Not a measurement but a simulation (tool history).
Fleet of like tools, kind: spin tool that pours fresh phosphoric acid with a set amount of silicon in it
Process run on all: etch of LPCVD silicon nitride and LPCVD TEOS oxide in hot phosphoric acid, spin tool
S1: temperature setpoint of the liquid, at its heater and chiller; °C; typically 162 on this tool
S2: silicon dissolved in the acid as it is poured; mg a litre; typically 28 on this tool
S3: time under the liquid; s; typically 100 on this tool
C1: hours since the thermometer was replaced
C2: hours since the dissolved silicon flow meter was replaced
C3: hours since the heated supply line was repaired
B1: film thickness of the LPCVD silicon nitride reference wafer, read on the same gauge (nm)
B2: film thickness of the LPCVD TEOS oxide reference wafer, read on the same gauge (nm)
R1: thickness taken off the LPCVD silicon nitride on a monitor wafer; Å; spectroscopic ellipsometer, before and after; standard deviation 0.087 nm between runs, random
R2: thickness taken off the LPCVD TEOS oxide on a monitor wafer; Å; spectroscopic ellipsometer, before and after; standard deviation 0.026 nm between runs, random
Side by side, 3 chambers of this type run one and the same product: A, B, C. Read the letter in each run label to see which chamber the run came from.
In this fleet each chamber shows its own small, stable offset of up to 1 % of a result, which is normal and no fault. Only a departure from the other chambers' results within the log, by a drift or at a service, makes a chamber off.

{"run": "1A", "day": 0.354, "S1": 162, "S2": 28, "S3": 100, "C1": 1804.9, "C2": 396, "C3": 808.7, "B1": 49.982, "B2": 69.997, "R1": 87.157, "R2": 3.8882}
{"run": "2C", "day": 0.625, "S1": 162, "S2": 28, "S3": 100, "C1": 1733.9, "C2": 164.5, "C3": 1335, "B1": 50.009, "B2": 69.99, "R1": 88.115, "R2": 3.7714}
{"run": "3B", "day": 1.088, "S1": 162, "S2": 28, "S3": 100, "C1": 910.7, "C2": 744.9, "C3": 655.2, "B1": 49.983, "B2": 70.018, "R1": 89.746, "R2": 4.4199}
{"run": "4B", "day": 1.475, "S1": 162, "S2": 28, "S3": 100, "C1": 920, "C2": 754.2, "C3": 664.5, "B1": 50.011, "B2": 69.997, "R1": 89.7, "R2": 3.991}
{"run": "5A", "day": 1.933, "S1": 162, "S2": 28, "S3": 100, "C1": 1842.8, "C2": 433.9, "C3": 846.6, "B1": 50, "B2": 70.003, "R1": 85.965, "R2": 3.8889}
{"run": "6C", "day": 2.338, "S1": 162, "S2": 28, "S3": 100, "C1": 1775, "C2": 205.6, "C3": 1376.1, "B1": 49.986, "B2": 70.003, "R1": 88.567, "R2": 4.2191}
{"day": 2.483, "done": "chamber B: dissolved silicon flow meter replaced"}
{"run": "7B", "day": 2.679, "S1": 162, "S2": 28, "S3": 100, "C1": 948.9, "C2": 4.8, "C3": 693.4, "B1": 50.026, "B2": 70.004, "R1": 89.064, "R2": 3.2772}
{"run": "8A", "day": 3.096, "S1": 162, "S2": 28, "S3": 100, "C1": 1870.7, "C2": 461.8, "C3": 874.5, "B1": 49.981, "B2": 70.015, "R1": 86.295, "R2": 3.252}
{"run": "9C", "day": 3.358, "S1": 164.5, "S2": 12, "S3": 100, "C1": 1799.5, "C2": 230.1, "C3": 1400.6, "B1": 49.995, "B2": 69.981, "R1": 94.663, "R2": 7.0047}
{"run": "10B", "day": 3.6, "S1": 164.5, "S2": 12, "S3": 100, "C1": 971, "C2": 26.9, "C3": 715.5, "B1": 49.978, "B2": 69.997, "R1": 98.063, "R2": 7.5601}
{"run": "11C", "day": 3.817, "S1": 164.5, "S2": 12, "S3": 100, "C1": 1810.5, "C2": 241.1, "C3": 1411.6, "B1": 50.025, "B2": 70.012, "R1": 94.624, "R2": 7.1644}
{"run": "12A", "day": 4.158, "S1": 162, "S2": 28, "S3": 100, "C1": 1896.2, "C2": 487.3, "C3": 900, "B1": 50.004, "B2": 69.974, "R1": 84.852, "R2": 3.3948}
{"run": "13A", "day": 4.492, "S1": 162, "S2": 28, "S3": 100, "C1": 1904.2, "C2": 495.3, "C3": 908, "B1": 49.987, "B2": 69.998, "R1": 84.746, "R2": 3.1514}
{"day": 4.533, "done": "chamber A: dissolved silicon flow meter replaced"}
{"run": "14B", "day": 4.938, "S1": 162, "S2": 28, "S3": 100, "C1": 1003.1, "C2": 59, "C3": 747.6, "B1": 50.01, "B2": 69.992, "R1": 88.793, "R2": 4.2819}
{"run": "15C", "day": 5.362, "S1": 162, "S2": 28, "S3": 100, "C1": 1847.6, "C2": 278.2, "C3": 1448.7, "B1": 49.966, "B2": 69.991, "R1": 87.094, "R2": 3.4207}
{"run": "16C", "day": 5.679, "S1": 162, "S2": 28, "S3": 100, "C1": 1855.2, "C2": 285.8, "C3": 1456.3, "B1": 49.983, "B2": 69.987, "R1": 86.925, "R2": 3.5941}
{"run": "17B", "day": 5.929, "S1": 162, "S2": 28, "S3": 100, "C1": 1026.9, "C2": 82.8, "C3": 771.4, "B1": 50.014, "B2": 70.008, "R1": 89.516, "R2": 3.8862}
{"run": "18A", "day": 6.196, "S1": 162, "S2": 28, "S3": 100, "C1": 1945.1, "C2": 40, "C3": 948.9, "B1": 50.003, "B2": 70.013, "R1": 81.846, "R2": 3.4955}
{"run": "19C", "day": 6.6, "S1": 162, "S2": 28, "S3": 100, "C1": 1877.3, "C2": 307.9, "C3": 1478.4, "B1": 50.015, "B2": 69.977, "R1": 87.295, "R2": 3.8861}
{"run": "20B", "day": 6.838, "S1": 162, "S2": 47, "S3": 100, "C1": 1048.7, "C2": 104.6, "C3": 793.2, "B1": 49.992, "B2": 69.996, "R1": 88.399, "R2": 1.5021}
{"run": "21A", "day": 7.258, "S1": 162, "S2": 47, "S3": 100, "C1": 1970.6, "C2": 65.5, "C3": 974.4, "B1": 49.999, "B2": 69.987, "R1": 82.21, "R2": 1.3229}
{"run": "22C", "day": 7.579, "S1": 162, "S2": 47, "S3": 100, "C1": 1900.8, "C2": 331.4, "C3": 1501.9, "B1": 49.994, "B2": 70.017, "R1": 86.993, "R2": 1.3723}
{"day": 7.671, "done": "chamber B: thermometer replaced"}
{"run": "23B", "day": 7.912, "S1": 162, "S2": 28, "S3": 100, "C1": 5.9, "C2": 130.4, "C3": 819, "B1": 49.989, "B2": 69.972, "R1": 88.531, "R2": 4.0883}
{"run": "24A", "day": 8.171, "S1": 162, "S2": 28, "S3": 100, "C1": 1992.5, "C2": 87.4, "C3": 996.3, "B1": 50.028, "B2": 69.986, "R1": 81.915, "R2": 3.4515}
{"day": 8.262, "done": "chamber A: thermometer replaced"}
{"run": "25C", "day": 8.608, "S1": 162, "S2": 28, "S3": 100, "C1": 1925.5, "C2": 356.1, "C3": 1526.6, "B1": 49.988, "B2": 70.016, "R1": 88.177, "R2": 3.9828}
{"run": "26A", "day": 8.912, "S1": 162, "S2": 28, "S3": 100, "C1": 15.7, "C2": 105.2, "C3": 1014.1, "B1": 50.015, "B2": 70.002, "R1": 79.794, "R2": 3.035}

Read the log: is a single chamber off, either drifting away or since a service, is the gauge that measures every chamber drifting, or is nothing wrong beyond small per-chamber offsets? Name any odd chamber and what most likely caused it.

Chamber A drifts away from the others.
Most likely cause: temperature lost on the way to the wafer (K) = 3.

Below are 4 candidate recipes for chamber A's next run, each the usual settings with a change, their results shown as question marks. Which of them brings A's results back in line with what the other chambers give on the usual settings?
In line means no further than this from the other chambers' mean on the usual settings: R1 3 Å; R2 0.92 Å
{"run": "27A-1", "day": 9.25, "S1": 162, "S2": 33.5, "S3": 85, "R1": "?", "R2": "?"}
{"run": "27A-2", "day": 9.25, "S1": 162, "S2": 24.5, "S3": 110, "R1": "?", "R2": "?"}
{"run": "27A-3", "day": 9.25, "S1": 162.5, "S2": 22, "S3": 115, "R1": "?", "R2": "?"}
{"run": "27A-4", "day": 9.25, "S1": 162, "S2": 31.5, "S3": 90, "R1": "?", "R2": "?"}

The other chambers' mean on the usual settings: R1 88.348 Å; R2 3.8085 Å
run=27A-1 R1=68.081 R2=2.1097
run=27A-2 R1=88.105 R2=3.8731
run=27A-3 R1=93.675 R2=4.5469
run=27A-4 R1=72.086 R2=2.4416
The right change is 27A-2: it brings the chamber back within the allowed miss of the others.
